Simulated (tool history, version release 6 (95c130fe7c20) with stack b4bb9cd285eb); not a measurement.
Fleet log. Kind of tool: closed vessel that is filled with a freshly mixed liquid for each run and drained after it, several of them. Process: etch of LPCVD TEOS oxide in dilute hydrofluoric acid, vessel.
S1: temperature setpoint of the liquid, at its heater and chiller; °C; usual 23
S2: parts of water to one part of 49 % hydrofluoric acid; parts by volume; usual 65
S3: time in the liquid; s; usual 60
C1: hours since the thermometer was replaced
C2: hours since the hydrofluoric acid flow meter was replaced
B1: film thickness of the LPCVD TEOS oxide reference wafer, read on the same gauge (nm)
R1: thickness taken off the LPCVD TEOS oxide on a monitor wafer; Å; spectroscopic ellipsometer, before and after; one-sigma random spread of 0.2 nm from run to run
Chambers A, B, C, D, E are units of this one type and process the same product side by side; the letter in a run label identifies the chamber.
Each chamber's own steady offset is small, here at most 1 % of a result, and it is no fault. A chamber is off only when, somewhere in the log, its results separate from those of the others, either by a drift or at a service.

{"day": 0.179, "done": "chamber B: hydrofluoric acid flow meter replaced"}
{"run": "1D", "day": 0.196, "S1": 23, "S2": 65, "S3": 60, "C1": 257.6, "C2": 1865.6, "B1": 60.033, "R1": 285.87}
{"run": "2E", "day": 0.4, "S1": 23, "S2": 65, "S3": 60, "C1": 499.6, "C2": 67.4, "B1": 60.0, "R1": 278.59}
{"run": "3B", "day": 0.554, "S1": 23, "S2": 65, "S3": 60, "C1": 855.5, "C2": 9.0, "B1": 60.011, "R1": 279.6}
{"run": "4C", "day": 0.708, "S1": 23, "S2": 65, "S3": 60, "C1": 574.4, "C2": 978.3, "B1": 60.0, "R1": 282.45}
{"run": "5A", "day": 0.817, "S1": 23, "S2": 65, "S3": 60, "C1": 1495.0, "C2": 1192.4, "B1": 59.999, "R1": 279.8}
{"run": "6A", "day": 1.021, "S1": 23, "S2": 65, "S3": 60, "C1": 1499.9, "C2": 1197.3, "B1": 59.995, "R1": 283.67}
{"day": 1.029, "done": "chamber D: hydrofluoric acid flow meter replaced"}
{"run": "7C", "day": 1.225, "S1": 23, "S2": 65, "S3": 60, "C1": 586.8, "C2": 990.7, "B1": 60.017, "R1": 282.05}
{"run": "8B", "day": 1.358, "S1": 23, "S2": 65, "S3": 60, "C1": 874.8, "C2": 28.3, "B1": 60.015, "R1": 278.32}
{"run": "9D", "day": 1.55, "S1": 23, "S2": 45, "S3": 75, "C1": 290.1, "C2": 12.6, "B1": 59.994, "R1": 528.06}
{"run": "10E", "day": 1.692, "S1": 23, "S2": 45, "S3": 75, "C1": 530.6, "C2": 98.4, "B1": 60.0, "R1": 513.3}
{"run": "11C", "day": 1.825, "S1": 23, "S2": 45, "S3": 75, "C1": 601.2, "C2": 1005.1, "B1": 59.997, "R1": 525.17}
{"run": "12A", "day": 2.042, "S1": 23, "S2": 45, "S3": 75, "C1": 1524.4, "C2": 1221.8, "B1": 60.016, "R1": 523.87}
{"run": "13B", "day": 2.25, "S1": 23, "S2": 45, "S3": 75, "C1": 896.2, "C2": 49.7, "B1": 59.99, "R1": 521.5}
{"run": "14E", "day": 2.354, "S1": 23, "S2": 65, "S3": 60, "C1": 546.5, "C2": 114.3, "B1": 59.992, "R1": 281.1}
{"run": "15D", "day": 2.488, "S1": 23, "S2": 65, "S3": 60, "C1": 312.6, "C2": 35.1, "B1": 59.992, "R1": 292.51}
{"run": "16D", "day": 2.662, "S1": 23, "S2": 45, "S3": 90, "C1": 316.8, "C2": 39.3, "B1": 59.987, "R1": 647.01}
{"run": "17E", "day": 2.808, "S1": 23, "S2": 45, "S3": 90, "C1": 557.4, "C2": 125.2, "B1": 59.993, "R1": 630.45}
{"run": "18C", "day": 2.925, "S1": 23, "S2": 45, "S3": 90, "C1": 627.6, "C2": 1031.5, "B1": 60.003, "R1": 629.94}
{"run": "19A", "day": 3.046, "S1": 23, "S2": 45, "S3": 90, "C1": 1548.5, "C2": 1245.9, "B1": 60.009, "R1": 625.62}
{"run": "20B", "day": 3.204, "S1": 23, "S2": 45, "S3": 90, "C1": 919.1, "C2": 72.6, "B1": 59.96, "R1": 629.86}
{"run": "21A", "day": 3.383, "S1": 23, "S2": 65, "S3": 60, "C1": 1556.6, "C2": 1254.0, "B1": 60.011, "R1": 281.54}
{"run": "22B", "day": 3.546, "S1": 23, "S2": 65, "S3": 60, "C1": 927.3, "C2": 80.8, "B1": 60.011, "R1": 280.2}
{"run": "23E", "day": 3.646, "S1": 23, "S2": 65, "S3": 60, "C1": 577.5, "C2": 145.3, "B1": 60.018, "R1": 278.8}
{"run": "24C", "day": 3.75, "S1": 23, "S2": 65, "S3": 60, "C1": 647.4, "C2": 1051.3, "B1": 60.037, "R1": 280.73}
{"run": "25D", "day": 3.904, "S1": 23, "S2": 45, "S3": 60, "C1": 346.6, "C2": 69.1, "B1": 59.989, "R1": 438.22}
{"run": "26D", "day": 4.088, "S1": 23, "S2": 45, "S3": 60, "C1": 351.0, "C2": 73.5, "B1": 60.014, "R1": 439.99}
{"run": "27C", "day": 4.217, "S1": 23, "S2": 45, "S3": 60, "C1": 658.6, "C2": 1062.5, "B1": 59.975, "R1": 423.0}
{"run": "28A", "day": 4.317, "S1": 23, "S2": 45, "S3": 60, "C1": 1579.0, "C2": 1276.4, "B1": 59.98, "R1": 413.93}
{"run": "29E", "day": 4.479, "S1": 23, "S2": 45, "S3": 60, "C1": 597.5, "C2": 165.3, "B1": 59.998, "R1": 414.81}
{"run": "30B", "day": 4.683, "S1": 23, "S2": 65, "S3": 60, "C1": 954.6, "C2": 108.1, "B1": 59.989, "R1": 280.65}
{"run": "31D", "day": 4.833, "S1": 23, "S2": 65, "S3": 60, "C1": 368.9, "C2": 91.4, "B1": 59.976, "R1": 299.39}
{"run": "32B", "day": 4.929, "S1": 23, "S2": 65, "S3": 60, "C1": 960.5, "C2": 114.0, "B1": 59.999, "R1": 281.64}
{"run": "33C", "day": 5.05, "S1": 23, "S2": 85, "S3": 60, "C1": 678.6, "C2": 1082.5, "B1": 60.018, "R1": 210.12}
{"run": "34E", "day": 5.171, "S1": 23, "S2": 85, "S3": 60, "C1": 614.1, "C2": 181.9, "B1": 59.99, "R1": 208.98}
{"run": "35A", "day": 5.329, "S1": 23, "S2": 85, "S3": 60, "C1": 1603.3, "C2": 1300.7, "B1": 60.003, "R1": 210.86}
{"run": "36C", "day": 5.479, "S1": 23, "S2": 85, "S3": 60, "C1": 688.9, "C2": 1092.8, "B1": 60.026, "R1": 210.5}
{"run": "37A", "day": 5.629, "S1": 23, "S2": 85, "S3": 60, "C1": 1610.5, "C2": 1307.9, "B1": 60.011, "R1": 211.33}
{"run": "38E", "day": 5.742, "S1": 23, "S2": 65, "S3": 60, "C1": 627.8, "C2": 195.6, "B1": 60.009, "R1": 277.37}
{"run": "39D", "day": 5.9, "S1": 23, "S2": 65, "S3": 60, "C1": 394.5, "C2": 117.0, "B1": 59.99, "R1": 308.13}
{"run": "40B", "day": 6.092, "S1": 23, "S2": 65, "S3": 60, "C1": 988.4, "C2": 141.9, "B1": 60.016, "R1": 279.89}
{"run": "41E", "day": 6.208, "S1": 23, "S2": 65, "S3": 60, "C1": 639.0, "C2": 206.8, "B1": 60.007, "R1": 278.51}
{"run": "42C", "day": 6.383, "S1": 23, "S2": 65, "S3": 60, "C1": 710.6, "C2": 1114.5, "B1": 59.992, "R1": 281.47}

Which is it: a chamber that has drifted or been left off by a service, a gauge drift common to all chambers, or only each chamber's usual small offset? If a chamber is off, name it and its likeliest cause.

One chamber, D, drifts off from the rest bit by bit.
Cause: liquid hotter than its thermometer reads (K) = 2.27.

Below are 4 candidate recipes for chamber D's next run, each the usual settings with a change, their results shown as question marks. Which of them brings D's results back in line with what the other chambers give on the usual settings?
In-line tolerance around the mean of the other chambers on the usual settings: R1 7.10 Å
{"run": "43D-1", "day": 6.538, "S1": 23.0, "S2": 60, "S3": 65, "R1": "?"}
{"run": "43D-2", "day": 6.538, "S1": 23.5, "S2": 60, "S3": 60, "R1": "?"}
{"run": "43D-3", "day": 6.538, "S1": 22.5, "S2": 70, "S3": 60, "R1": "?"}
{"run": "43D-4", "day": 6.538, "S1": 23.0, "S2": 70, "S3": 55, "R1": "?"}

The other chambers' mean on the usual settings: R1 281.89 Å
run=43D-1 R1=366.75
run=43D-2 R1=345.44
run=43D-3 R1=281.08
run=43D-4 R1=262.99
The answer is 43D-3, which returns the chamber to within the allowed miss of the others.
